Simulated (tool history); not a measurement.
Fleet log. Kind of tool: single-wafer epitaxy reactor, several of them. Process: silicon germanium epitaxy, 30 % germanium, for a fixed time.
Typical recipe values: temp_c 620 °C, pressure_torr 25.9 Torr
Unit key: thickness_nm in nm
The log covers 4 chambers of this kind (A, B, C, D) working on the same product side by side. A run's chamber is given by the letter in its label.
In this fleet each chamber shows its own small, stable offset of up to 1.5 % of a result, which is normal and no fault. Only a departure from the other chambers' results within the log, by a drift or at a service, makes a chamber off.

run	hour	temp_c	pressure_torr	hours since the last pyrometer calibration	hours since the last manometer calibration	read-back reference wafer on the same gauge, thickness_nm	thickness_nm
1B	7.2	620	25.9	64.3	283.4	102.55	93.843
2C	15.3	620	25.9	242.4	2603.5	102.5	94.659
3A	19.9	620	25.9	726.2	823.6	102.42	92.756
4D	24.5	620	25.9	2120.4	300	102.52	94.066
5D	29.8	620	25.9	2125.7	305.3	102.53	93.586
6C	34.4	620	25.9	261.5	2622.6	102.5	94.211
7A	38.6	634	31.1	744.9	842.3	102.47	127.17
8B	43.7	634	31.1	100.8	319.9	102.49	128.3
9C	47.9	634	31.1	275	2636.1	102.49	129.18
10A	51.7	634	31.1	758	855.4	102.51	127.26
11B	56.1	620	25.9	113.2	332.3	102.54	93.913
# hour 60.8: chamber C: capacitance manometer re-zeroed and calibrated
12D	61.3	620	25.9	2157.2	336.8	102.5	93.573
13A	69.1	620	25.9	775.4	872.8	102.46	92.784
14B	74.8	609	23.6	131.9	351	102.58	74.722
15C	81.7	609	23.6	308.8	20.9	102.48	75.016
# hour 88.7: chamber D: pyrometer calibrated
16D	89.8	609	23.6	1.2	365.3	102.54	75.655
17B	97	609	23.6	154.1	373.2	102.49	74.764
18C	104.4	620	25.9	331.5	43.6	102.52	94.548
19A	109.1	620	25.9	815.4	912.8	102.51	92.657
20D	116.4	620	25.9	27.8	391.9	102.47	95.922
21A	120.4	610	21.4	826.7	924.1	102.49	71.912
22B	127.7	610	21.4	184.8	403.9	102.51	73.026
23C	131.4	610	21.4	358.5	70.6	102.54	73.27
24D	139	610	21.4	50.4	414.5	102.52	73.964

Which is it: a chamber that has drifted or been left off by a service, a gauge drift common to all chambers, or only each chamber's usual small offset? If a chamber is off, name it and its likeliest cause.

A service left chamber D off against the others.
Cause: wafer temperature above the value expected at the setpoint (K) = 1.03.

Chamber D could run next with any of the 4 candidate recipes listed below; each alters the usual settings, and their results appear as question marks. Which one brings its results back in line with what the other chambers deliver on the usual settings?
In-line tolerance around the mean of the other chambers on the usual settings: thickness_nm 0.75 nm
25D-1	144.9	620	27.1				?
25D-2	144.9	618	25.6				?
25D-3	144.9	622	26.2				?
25D-4	144.9	619	25.9				?

What the other chambers average on the usual settings: thickness_nm 93.688 nm
run	thickness_nm
25D-1	97.375
25D-2	91.855
25D-3	99.509
25D-4	93.939
The answer is 25D-4, which returns the chamber to within the allowed miss of the others.
